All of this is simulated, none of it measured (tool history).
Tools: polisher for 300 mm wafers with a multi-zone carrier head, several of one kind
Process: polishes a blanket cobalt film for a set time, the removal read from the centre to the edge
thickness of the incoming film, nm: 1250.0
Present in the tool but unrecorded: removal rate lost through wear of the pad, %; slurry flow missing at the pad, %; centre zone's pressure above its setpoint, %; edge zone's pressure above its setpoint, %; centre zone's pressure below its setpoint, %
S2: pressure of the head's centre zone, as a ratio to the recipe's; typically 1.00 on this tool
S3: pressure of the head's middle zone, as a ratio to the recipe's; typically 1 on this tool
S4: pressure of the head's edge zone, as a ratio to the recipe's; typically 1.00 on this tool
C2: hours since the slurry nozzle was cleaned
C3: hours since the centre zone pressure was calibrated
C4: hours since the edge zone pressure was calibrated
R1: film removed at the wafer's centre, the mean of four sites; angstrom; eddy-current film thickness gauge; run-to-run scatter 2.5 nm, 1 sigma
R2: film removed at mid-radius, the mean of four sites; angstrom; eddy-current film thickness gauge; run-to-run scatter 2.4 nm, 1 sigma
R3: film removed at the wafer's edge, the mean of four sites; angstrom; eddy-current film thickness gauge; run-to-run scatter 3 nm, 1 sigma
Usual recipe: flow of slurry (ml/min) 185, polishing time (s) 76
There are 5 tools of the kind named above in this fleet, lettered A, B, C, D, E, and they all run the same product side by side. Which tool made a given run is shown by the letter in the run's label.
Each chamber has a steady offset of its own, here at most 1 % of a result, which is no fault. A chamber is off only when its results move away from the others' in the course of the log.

{"run": "1D", "hour": 2.7, "flow of slurry (ml/min)": 185, "S2": 1.0, "S3": 1, "S4": 1.0, "polishing time (s)": 76, "wafers polished on this pad": 365, "C2": 517.3, "C3": 778.2, "C4": 420.3, "R1": 3782.8, "R2": 3747.0, "R3": 3782.6}
{"hour": 3.9, "done": "chamber D: slurry nozzle cleaned"}
{"run": "2A", "hour": 5.5, "flow of slurry (ml/min)": 185, "S2": 1.0, "S3": 1, "S4": 1.0, "polishing time (s)": 76, "wafers polished on this pad": 199, "C2": 171.1, "C3": 280.5, "C4": 804.6, "R1": 3866.8, "R2": 3782.8, "R3": 3801.8}
{"run": "3B", "hour": 7.4, "flow of slurry (ml/min)": 185, "S2": 1.0, "S3": 1, "S4": 1.0, "polishing time (s)": 76, "wafers polished on this pad": 560, "C2": 112.2, "C3": 349.3, "C4": 1194.4, "R1": 3805.5, "R2": 3813.5, "R3": 3797.8}
{"hour": 9.5, "done": "chamber E: worn pad replaced by a new one"}
{"run": "4E", "hour": 11.6, "flow of slurry (ml/min)": 185, "S2": 1.0, "S3": 1, "S4": 1.0, "polishing time (s)": 76, "wafers polished on this pad": 26, "C2": 723.8, "C3": 669.8, "C4": 588.7, "R1": 3775.0, "R2": 3865.3, "R3": 3841.1}
{"run": "5C", "hour": 13.6, "flow of slurry (ml/min)": 185, "S2": 1.0, "S3": 1, "S4": 1.0, "polishing time (s)": 76, "wafers polished on this pad": 1009, "C2": 450.2, "C3": 334.3, "C4": 458.5, "R1": 3759.0, "R2": 3834.1, "R3": 3812.4}
{"run": "6B", "hour": 17.6, "flow of slurry (ml/min)": 185, "S2": 1.0, "S3": 1, "S4": 1.0, "polishing time (s)": 76, "wafers polished on this pad": 685, "C2": 122.4, "C3": 359.5, "C4": 1204.6, "R1": 3836.2, "R2": 3794.4, "R3": 3776.8}
{"run": "7D", "hour": 21.3, "flow of slurry (ml/min)": 235, "S2": 1.04, "S3": 1, "S4": 1.0, "polishing time (s)": 76, "wafers polished on this pad": 592, "C2": 17.4, "C3": 796.8, "C4": 438.9, "R1": 4083.2, "R2": 3961.4, "R3": 3920.2}
{"run": "8A", "hour": 23.3, "flow of slurry (ml/min)": 235, "S2": 1.04, "S3": 1, "S4": 1.0, "polishing time (s)": 76, "wafers polished on this pad": 416, "C2": 188.9, "C3": 298.3, "C4": 822.4, "R1": 4139.5, "R2": 3870.4, "R3": 3895.7}
{"run": "9C", "hour": 27.4, "flow of slurry (ml/min)": 235, "S2": 1.04, "S3": 1, "S4": 1.0, "polishing time (s)": 76, "wafers polished on this pad": 1178, "C2": 464.0, "C3": 348.1, "C4": 472.3, "R1": 4112.6, "R2": 3972.5, "R3": 3890.0}
{"run": "10E", "hour": 29.5, "flow of slurry (ml/min)": 235, "S2": 1.04, "S3": 1, "S4": 1.0, "polishing time (s)": 76, "wafers polished on this pad": 245, "C2": 741.7, "C3": 687.7, "C4": 606.6, "R1": 4116.4, "R2": 3924.7, "R3": 3867.6}
{"run": "11D", "hour": 33.7, "flow of slurry (ml/min)": 235, "S2": 1.04, "S3": 1, "S4": 1.0, "polishing time (s)": 76, "wafers polished on this pad": 744, "C2": 29.8, "C3": 809.2, "C4": 451.3, "R1": 4107.0, "R2": 3895.0, "R3": 3889.0}
{"run": "12C", "hour": 35.7, "flow of slurry (ml/min)": 185, "S2": 1.0, "S3": 1, "S4": 1.0, "polishing time (s)": 76, "wafers polished on this pad": 1280, "C2": 472.3, "C3": 356.4, "C4": 480.6, "R1": 3797.1, "R2": 3812.9, "R3": 3764.5}
{"run": "13B", "hour": 38.7, "flow of slurry (ml/min)": 185, "S2": 1.0, "S3": 1, "S4": 1.0, "polishing time (s)": 76, "wafers polished on this pad": 943, "C2": 143.5, "C3": 380.6, "C4": 1225.7, "R1": 3769.3, "R2": 3821.8, "R3": 3842.5}
{"run": "14E", "hour": 41.2, "flow of slurry (ml/min)": 185, "S2": 1.0, "S3": 1, "S4": 1.0, "polishing time (s)": 76, "wafers polished on this pad": 388, "C2": 753.4, "C3": 699.4, "C4": 618.3, "R1": 3783.2, "R2": 3825.9, "R3": 3795.9}
{"hour": 42.5, "done": "chamber D: worn pad replaced by a new one"}
{"run": "15A", "hour": 43.2, "flow of slurry (ml/min)": 185, "S2": 1.0, "S3": 1, "S4": 1.0, "polishing time (s)": 76, "wafers polished on this pad": 659, "C2": 208.8, "C3": 318.2, "C4": 842.3, "R1": 3809.3, "R2": 3787.4, "R3": 3806.5}
{"run": "16B", "hour": 47.1, "flow of slurry (ml/min)": 165, "S2": 1.0, "S3": 1, "S4": 1.0, "polishing time (s)": 86, "wafers polished on this pad": 1045, "C2": 151.9, "C3": 389.0, "C4": 1234.1, "R1": 4192.9, "R2": 4278.2, "R3": 4260.5}
{"hour": 47.7, "done": "chamber C: worn pad replaced by a new one"}
{"run": "17E", "hour": 49.5, "flow of slurry (ml/min)": 165, "S2": 1.0, "S3": 1, "S4": 1.0, "polishing time (s)": 86, "wafers polished on this pad": 490, "C2": 761.7, "C3": 707.7, "C4": 626.6, "R1": 4198.1, "R2": 4253.1, "R3": 4251.4}
{"run": "18D", "hour": 52.0, "flow of slurry (ml/min)": 165, "S2": 1.0, "S3": 1, "S4": 1.0, "polishing time (s)": 86, "wafers polished on this pad": 117, "C2": 48.1, "C3": 827.5, "C4": 469.6, "R1": 4134.8, "R2": 4227.3, "R3": 4208.1}
{"run": "19A", "hour": 54.9, "flow of slurry (ml/min)": 165, "S2": 1.0, "S3": 1, "S4": 1.0, "polishing time (s)": 86, "wafers polished on this pad": 803, "C2": 220.5, "C3": 329.9, "C4": 854.0, "R1": 4185.1, "R2": 4137.0, "R3": 4253.6}
{"run": "20C", "hour": 56.9, "flow of slurry (ml/min)": 165, "S2": 1.0, "S3": 1, "S4": 1.0, "polishing time (s)": 86, "wafers polished on this pad": 113, "C2": 493.5, "C3": 377.6, "C4": 501.8, "R1": 4253.1, "R2": 4204.8, "R3": 4206.4}
{"run": "21E", "hour": 61.1, "flow of slurry (ml/min)": 235, "S2": 1.0, "S3": 1, "S4": 1.0, "polishing time (s)": 76, "wafers polished on this pad": 631, "C2": 773.3, "C3": 719.3, "C4": 638.2, "R1": 3905.1, "R2": 3949.3, "R3": 3833.4}
{"run": "22D", "hour": 64.3, "flow of slurry (ml/min)": 235, "S2": 1.0, "S3": 1, "S4": 1.0, "polishing time (s)": 76, "wafers polished on this pad": 267, "C2": 60.4, "C3": 839.8, "C4": 481.9, "R1": 3909.9, "R2": 3929.7, "R3": 3950.0}
{"run": "23A", "hour": 66.2, "flow of slurry (ml/min)": 235, "S2": 1.0, "S3": 1, "S4": 1.0, "polishing time (s)": 76, "wafers polished on this pad": 941, "C2": 231.8, "C3": 341.2, "C4": 865.3, "R1": 3946.2, "R2": 3834.5, "R3": 3846.1}
{"hour": 68.2, "done": "chamber B: worn pad replaced by a new one"}
{"run": "24B", "hour": 70.6, "flow of slurry (ml/min)": 235, "S2": 1.0, "S3": 1, "S4": 1.0, "polishing time (s)": 76, "wafers polished on this pad": 29, "C2": 175.4, "C3": 412.5, "C4": 1257.6, "R1": 3951.9, "R2": 3934.5, "R3": 3832.9}
{"run": "25C", "hour": 73.3, "flow of slurry (ml/min)": 235, "S2": 1.0, "S3": 1, "S4": 1.0, "polishing time (s)": 76, "wafers polished on this pad": 313, "C2": 509.9, "C3": 394.0, "C4": 518.2, "R1": 4021.3, "R2": 3990.1, "R3": 3872.1}
{"run": "26D", "hour": 75.5, "flow of slurry (ml/min)": 185, "S2": 1.0, "S3": 1, "S4": 1.0, "polishing time (s)": 76, "wafers polished on this pad": 404, "C2": 71.6, "C3": 851.0, "C4": 493.1, "R1": 3779.9, "R2": 3782.0, "R3": 3800.0}
{"run": "27A", "hour": 78.4, "flow of slurry (ml/min)": 185, "S2": 1.0, "S3": 1, "S4": 1.0, "polishing time (s)": 76, "wafers polished on this pad": 1090, "C2": 244.0, "C3": 353.4, "C4": 877.5, "R1": 3771.8, "R2": 3780.6, "R3": 3798.7}
{"hour": 79.2, "done": "chamber A: edge zone pressure recalibrated"}
{"run": "28E", "hour": 82.4, "flow of slurry (ml/min)": 185, "S2": 1.0, "S3": 1, "S4": 1.0, "polishing time (s)": 76, "wafers polished on this pad": 892, "C2": 794.6, "C3": 740.6, "C4": 659.5, "R1": 3779.6, "R2": 3779.1, "R3": 3769.5}
{"run": "29B", "hour": 84.4, "flow of slurry (ml/min)": 185, "S2": 1.0, "S3": 1, "S4": 1.0, "polishing time (s)": 76, "wafers polished on this pad": 198, "C2": 189.2, "C3": 426.3, "C4": 1271.4, "R1": 3859.1, "R2": 3832.9, "R3": 3802.2}
{"run": "30C", "hour": 86.7, "flow of slurry (ml/min)": 185, "S2": 1.0, "S3": 1, "S4": 1.0, "polishing time (s)": 76, "wafers polished on this pad": 477, "C2": 523.3, "C3": 407.4, "C4": 531.6, "R1": 3833.1, "R2": 3782.2, "R3": 3735.8}
{"run": "31B", "hour": 89.0, "flow of slurry (ml/min)": 185, "S2": 1.0, "S3": 1, "S4": 1.0, "polishing time (s)": 76, "wafers polished on this pad": 254, "C2": 193.8, "C3": 430.9, "C4": 1276.0, "R1": 3813.2, "R2": 3782.3, "R3": 3784.0}
{"run": "32C", "hour": 91.8, "flow of slurry (ml/min)": 185, "S2": 1.0, "S3": 1, "S4": 1.0, "polishing time (s)": 76, "wafers polished on this pad": 539, "C2": 528.4, "C3": 412.5, "C4": 536.7, "R1": 3865.1, "R2": 3766.0, "R3": 3770.6}
{"run": "33E", "hour": 94.7, "flow of slurry (ml/min)": 185, "S2": 1.0, "S3": 1, "S4": 0.94, "polishing time (s)": 54, "wafers polished on this pad": 1042, "C2": 806.9, "C3": 752.9, "C4": 671.8, "R1": 2681.7, "R2": 2697.3, "R3": 2597.5}
{"run": "34D", "hour": 98.8, "flow of slurry (ml/min)": 185, "S2": 1.0, "S3": 1, "S4": 0.94, "polishing time (s)": 54, "wafers polished on this pad": 689, "C2": 94.9, "C3": 874.3, "C4": 516.4, "R1": 2728.1, "R2": 2667.8, "R3": 2574.3}
{"hour": 100.1, "done": "chamber D: worn pad replaced by a new one"}
{"run": "35A", "hour": 101.3, "flow of slurry (ml/min)": 185, "S2": 1.0, "S3": 1, "S4": 0.94, "polishing time (s)": 54, "wafers polished on this pad": 1370, "C2": 266.9, "C3": 376.3, "C4": 22.2, "R1": 2716.7, "R2": 2651.9, "R3": 2610.4}
{"run": "36B", "hour": 104.2, "flow of slurry (ml/min)": 185, "S2": 1.0, "S3": 1, "S4": 0.94, "polishing time (s)": 54, "wafers polished on this pad": 440, "C2": 209.0, "C3": 446.1, "C4": 1291.2, "R1": 2696.5, "R2": 2729.2, "R3": 2603.4}
{"run": "37A", "hour": 107.0, "flow of slurry (ml/min)": 185, "S2": 1.0, "S3": 1, "S4": 0.94, "polishing time (s)": 54, "wafers polished on this pad": 1439, "C2": 272.6, "C3": 382.0, "C4": 27.9, "R1": 2724.0, "R2": 2671.8, "R3": 2610.2}
{"hour": 107.5, "done": "chamber A: worn pad replaced by a new one"}
{"run": "38D", "hour": 109.8, "flow of slurry (ml/min)": 185, "S2": 0.96, "S3": 1, "S4": 0.96, "polishing time (s)": 76, "wafers polished on this pad": 118, "C2": 105.9, "C3": 885.3, "C4": 527.4, "R1": 3602.7, "R2": 3745.2, "R3": 3709.8}
{"run": "39E", "hour": 112.4, "flow of slurry (ml/min)": 185, "S2": 0.96, "S3": 1, "S4": 0.96, "polishing time (s)": 76, "wafers polished on this pad": 1259, "C2": 824.6, "C3": 770.6, "C4": 689.5, "R1": 3656.7, "R2": 3811.4, "R3": 3664.3}
{"run": "40C", "hour": 116.6, "flow of slurry (ml/min)": 185, "S2": 0.96, "S3": 1, "S4": 0.96, "polishing time (s)": 76, "wafers polished on this pad": 842, "C2": 553.2, "C3": 437.3, "C4": 561.5, "R1": 3720.8, "R2": 3818.5, "R3": 3681.8}
{"hour": 117.5, "done": "chamber E: worn pad replaced by a new one"}
{"run": "41E", "hour": 119.2, "flow of slurry (ml/min)": 185, "S2": 0.96, "S3": 1, "S4": 0.96, "polishing time (s)": 76, "wafers polished on this pad": 21, "C2": 831.4, "C3": 777.4, "C4": 696.3, "R1": 3641.1, "R2": 3781.2, "R3": 3702.1}
{"run": "42D", "hour": 123.3, "flow of slurry (ml/min)": 185, "S2": 0.96, "S3": 1, "S4": 0.96, "polishing time (s)": 76, "wafers polished on this pad": 283, "C2": 119.4, "C3": 898.8, "C4": 540.9, "R1": 3654.5, "R2": 3775.7, "R3": 3764.6}
{"run": "43A", "hour": 125.9, "flow of slurry (ml/min)": 185, "S2": 1.0, "S3": 1, "S4": 1.0, "polishing time (s)": 76, "wafers polished on this pad": 225, "C2": 291.5, "C3": 400.9, "C4": 46.8, "R1": 3792.7, "R2": 3745.8, "R3": 3798.9}

All 5 chambers run these settings next. Forecast each chamber's results:
{"run": "44A", "hour": 129.0, "flow of slurry (ml/min)": 185, "S2": 1.08, "S3": 1, "S4": 1.0, "polishing time (s)": 76, "R1": "?", "R2": "?", "R3": "?"}
{"run": "44B", "hour": 129.0, "flow of slurry (ml/min)": 185, "S2": 1.08, "S3": 1, "S4": 1.0, "polishing time (s)": 76, "R1": "?", "R2": "?", "R3": "?"}
{"run": "44C", "hour": 129.0, "flow of slurry (ml/min)": 185, "S2": 1.08, "S3": 1, "S4": 1.0, "polishing time (s)": 76, "R1": "?", "R2": "?", "R3": "?"}
{"run": "44D", "hour": 129.0, "flow of slurry (ml/min)": 185, "S2": 1.08, "S3": 1, "S4": 1.0, "polishing time (s)": 76, "R1": "?", "R2": "?", "R3": "?"}
{"run": "44E", "hour": 129.0, "flow of slurry (ml/min)": 185, "S2": 1.08, "S3": 1, "S4": 1.0, "polishing time (s)": 76, "R1": "?", "R2": "?", "R3": "?"}

run=44A R1=4136.4 R2=3778.3 R3=3794.2
run=44B R1=4108.6 R2=3816.8 R3=3798.6
run=44C R1=4262.1 R2=3801.4 R3=3763.3
run=44D R1=4161.7 R2=3810.0 R3=3759.5
run=44E R1=4124.7 R2=3805.7 R3=3815.4
